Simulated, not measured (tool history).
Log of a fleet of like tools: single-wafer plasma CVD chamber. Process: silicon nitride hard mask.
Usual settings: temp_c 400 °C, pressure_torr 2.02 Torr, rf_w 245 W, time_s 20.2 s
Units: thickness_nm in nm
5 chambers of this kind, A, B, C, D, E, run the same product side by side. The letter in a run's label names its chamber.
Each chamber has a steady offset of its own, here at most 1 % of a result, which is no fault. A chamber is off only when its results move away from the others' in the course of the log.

run	hour	temp_c	pressure_torr	rf_w	time_s	read-back reference wafer on the same gauge, thickness_nm	thickness_nm
1A	4	400	2.02	245	20.2	20.007	21.503
2D	11.3	400	2.02	245	20.2	19.998	21.694
3E	15.5	400	2.02	245	20.2	19.998	21.727
4B	23.7	400	2.02	245	20.2	19.998	21.74
5C	29.4	400	2.46	245	20.2	19.989	22.584
# hour 33: chamber A: capacitance manometer re-zeroed and calibrated
6A	33.7	400	2.46	245	20.2	20.006	22.631
7D	38.4	400	2.46	245	20.2	19.986	22.719
8C	45.4	400	2.46	245	20.2	20.005	22.619
9E	52.7	400	2.46	245	20.2	20.003	22.871
10B	57.6	400	2.02	245	20.2	20.008	21.737
# hour 59.2: chamber D: capacitance manometer re-zeroed and calibrated
11E	63.9	400	2.02	245	20.2	19.996	21.695
12C	69.1	400	2.02	245	20.2	19.992	21.511
13D	73.5	400	2.02	245	20.2	19.997	21.979
14B	78.5	400	2.02	245	17.5	19.982	18.763
15A	85.9	400	2.02	245	17.5	19.997	18.697
16A	91.4	400	2.02	245	17.5	19.992	18.703
17B	98.7	400	2.02	245	17.5	20.001	18.858
18C	105.6	400	2.02	245	17.5	19.994	18.598
19E	109.7	400	2.02	245	20.2	20.009	21.686
20D	114.7	400	2.02	245	20.2	19.994	21.934
21B	118.7	400	2.02	245	20.2	20.01	21.789
22D	124.7	400	2.02	245	20.2	20.003	22.014
23E	129.3	400	2.02	245	20.2	20.003	21.757
24A	133.2	400	2.02	245	20.2	19.999	21.509
25C	140.3	400	2.02	245	20.2	20.001	21.513
26A	147.1	400	2.02	245	20.2	20.009	21.538
27D	152.1	386	2.02	245	20.2	19.996	22.157
28C	157.7	386	2.02	245	20.2	20.009	21.696
# hour 159.7: chamber B: RF generator calibrated
29E	165.6	386	2.02	245	20.2	19.996	21.817
30B	173.4	386	2.02	245	20.2	20.001	21.929
31A	181	386	2.02	245	20.2	20	21.634

What goes on in this fleet: one chamber off, a drifting gauge, or nothing beyond the chambers' own small offsets? Name the chamber and the cause, if any.

A service left chamber D off against the others.
Cause: true pressure above the setpoint (%) = 6.88.

Here are 4 candidates for chamber D's next run, each the usual settings with a change, their results left as question marks. Which one brings its results back in line with what the others give on the usual settings?
In line means no further than this from the other chambers' mean on the usual settings: thickness_nm 0.17 nm
32D-1	187.3	400	2.02	235	20.2		?
32D-2	187.3	400	2.03	245	20.5		?
32D-3	187.3	400	2.01	245	19.9		?
32D-4	187.3	400	2.02	255	20.2		?

The other chambers' mean on the usual settings: thickness_nm 21.625 nm
run	thickness_nm
32D-1	21.372
32D-2	22.354
32D-3	21.646
32D-4	22.619
32D-3 brings the chamber back in line.

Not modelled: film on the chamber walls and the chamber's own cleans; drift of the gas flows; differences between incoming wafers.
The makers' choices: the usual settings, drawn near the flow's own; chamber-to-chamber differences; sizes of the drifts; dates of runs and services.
